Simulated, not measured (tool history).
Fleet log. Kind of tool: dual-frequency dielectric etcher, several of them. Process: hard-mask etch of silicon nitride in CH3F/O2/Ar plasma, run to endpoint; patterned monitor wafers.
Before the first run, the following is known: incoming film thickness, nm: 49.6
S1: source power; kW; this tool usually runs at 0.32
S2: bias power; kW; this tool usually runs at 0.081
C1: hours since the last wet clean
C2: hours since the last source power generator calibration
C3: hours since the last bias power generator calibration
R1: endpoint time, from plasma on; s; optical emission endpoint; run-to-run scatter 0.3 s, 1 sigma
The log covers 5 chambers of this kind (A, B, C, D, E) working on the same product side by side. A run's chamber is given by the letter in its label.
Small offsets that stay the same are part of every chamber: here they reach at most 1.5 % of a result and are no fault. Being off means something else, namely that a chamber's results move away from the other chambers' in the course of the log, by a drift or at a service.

Run 1B, hour 4.8: usual settings; C1 301.3; C2 2319.4; C3 608.5. Result: R1 74.062 s.
Run 2D, hour 13.4: usual settings; C1 224.7; C2 751.9; C3 615.4. Result: R1 75.181 s.
Run 3C, hour 18.9: usual settings; C1 135.2; C2 3279.6; C3 946.4. Result: R1 74.841 s.
At hour 23.3: chamber E: wet clean of the chamber.
Run 4A, hour 25.1: usual settings; C1 315; C2 1226.7; C3 4022.5. Result: R1 73.387 s.
Run 5E, hour 31.9: usual settings; C1 8.6; C2 2178.6; C3 4276.2. Result: R1 75.162 s.
Run 6E, hour 37.9: usual settings but S1 0.28 kW, S2 0.092 kW; C1 14.6; C2 2184.6; C3 4282.2. Result: R1 75.73 s.
Run 7C, hour 46.9: usual settings but S1 0.28 kW, S2 0.092 kW; C1 163.2; C2 3307.6; C3 974.4. Result: R1 74.951 s.
Run 8D, hour 53.2: usual settings but S1 0.28 kW, S2 0.092 kW; C1 264.5; C2 791.7; C3 655.2. Result: R1 74.799 s.
Run 9B, hour 60.5: usual settings but S1 0.28 kW, S2 0.092 kW; C1 357; C2 2375.1; C3 664.2. Result: R1 75.202 s.
Run 10A, hour 65.4: usual settings but S1 0.28 kW, S2 0.092 kW; C1 355.3; C2 1267; C3 4062.8. Result: R1 74.592 s.
Run 11A, hour 75.4: usual settings; C1 365.3; C2 1277; C3 4072.8. Result: R1 73.36 s.
Run 12E, hour 82: usual settings; C1 58.7; C2 2228.7; C3 4326.3. Result: R1 75.299 s.
Run 13B, hour 91.9: usual settings but S1 0.25 kW, S2 0.066 kW; C1 388.4; C2 2406.5; C3 695.6. Result: R1 87.798 s.
Run 14D, hour 99: usual settings but S1 0.25 kW, S2 0.066 kW; C1 310.3; C2 837.5; C3 701. Result: R1 88.821 s.
Run 15C, hour 106.2: usual settings but S1 0.25 kW, S2 0.066 kW; C1 222.5; C2 3366.9; C3 1033.7. Result: R1 88.133 s.
Run 16D, hour 115.8: usual settings but S1 0.25 kW, S2 0.066 kW; C1 327.1; C2 854.3; C3 717.8. Result: R1 88.194 s.
Run 17B, hour 120.7: usual settings but S1 0.25 kW, S2 0.066 kW; C1 417.2; C2 2435.3; C3 724.4. Result: R1 88.9 s.
Run 18E, hour 126.7: usual settings; C1 103.4; C2 2273.4; C3 4371. Result: R1 75.209 s.
Run 19C, hour 134.5: usual settings; C1 250.8; C2 3395.2; C3 1062. Result: R1 75.291 s.
Run 20A, hour 142.8: usual settings but S1 0.25 kW; C1 432.7; C2 1344.4; C3 4140.2. Result: R1 80.882 s.
Run 21B, hour 147.3: usual settings but S1 0.25 kW; C1 443.8; C2 2461.9; C3 751. Result: R1 81.647 s.
Run 22A, hour 153.9: usual settings but S1 0.25 kW; C1 443.8; C2 1355.5; C3 4151.3. Result: R1 79.999 s.
Run 23E, hour 158.6: usual settings but S1 0.25 kW; C1 135.3; C2 2305.3; C3 4402.9. Result: R1 82.102 s.
Run 24D, hour 163.5: usual settings but S1 0.25 kW; C1 374.8; C2 902; C3 765.5. Result: R1 81.491 s.
Run 25C, hour 172.1: usual settings; C1 288.4; C2 3432.8; C3 1099.6. Result: R1 76.697 s.
Run 26A, hour 180.6: usual settings but S1 0.28 kW, S2 0.067 kW; C1 470.5; C2 1382.2; C3 4178. Result: R1 83.065 s.
Run 27E, hour 188.3: usual settings but S1 0.28 kW, S2 0.067 kW; C1 165; C2 2335; C3 4432.6. Result: R1 84.14 s.
Run 28B, hour 193.8: usual settings but S1 0.28 kW, S2 0.067 kW; C1 490.3; C2 2508.4; C3 797.5. Result: R1 83.648 s.
Run 29C, hour 203.3: usual settings but S1 0.28 kW, S2 0.067 kW; C1 319.6; C2 3464; C3 1130.8. Result: R1 87.516 s.
Run 30D, hour 208.6: usual settings but S1 0.28 kW, S2 0.067 kW; C1 419.9; C2 947.1; C3 810.6. Result: R1 84.038 s.
Run 31B, hour 218.1: usual settings; C1 514.6; C2 2532.7; C3 821.8. Result: R1 74.694 s.
Run 32A, hour 224.2: usual settings; C1 514.1; C2 1425.8; C3 4221.6. Result: R1 73.89 s.
Run 33C, hour 232.9: usual settings; C1 349.2; C2 3493.6; C3 1160.4. Result: R1 77.979 s.
Run 34D, hour 241.5: usual settings; C1 452.8; C2 980; C3 843.5. Result: R1 75.144 s.
Run 35E, hour 246.5: usual settings; C1 223.2; C2 2393.2; C3 4490.8. Result: R1 76.107 s.
Run 36D, hour 251.2: usual settings; C1 462.5; C2 989.7; C3 853.2. Result: R1 75.361 s.
Run 37A, hour 257.4: usual settings; C1 547.3; C2 1459; C3 4254.8. Result: R1 73.48 s.

Which is it: a chamber that has drifted or been left off by a service, a gauge drift common to all chambers, or only each chamber's usual small offset? If a chamber is off, name it and its likeliest cause.

It is chamber C that slowly wanders off from its peers.
Most likely cause: etch rate under this chamber's usual, % = 5.37.

Here are 4 candidates for chamber C's next run, each the usual settings with a change, their results left as question marks. Which one brings its results back in line with what the others give on the usual settings?
Allowed miss from the other chambers' usual-settings mean, per result, to count as in line: R1 1.1 s
Run 38C-1, hour 264.7: usual settings but S1 0.33 kW, S2 0.083 kW. Result: R1 ?.
Run 38C-2, hour 264.7: usual settings but S1 0.35 kW, S2 0.087 kW. Result: R1 ?.
Run 38C-3, hour 264.7: usual settings but S1 0.3 kW, S2 0.075 kW. Result: R1 ?.
Run 38C-4, hour 264.7: usual settings but S1 0.3 kW. Result: R1 ?.

On the usual settings, the other chambers give on average: R1 74.755 s
  run      R1
38C-1  77.516
38C-2   74.53
38C-3  83.354
38C-4  81.064
The answer is 38C-2, which returns the chamber to within the allowed miss of the others.
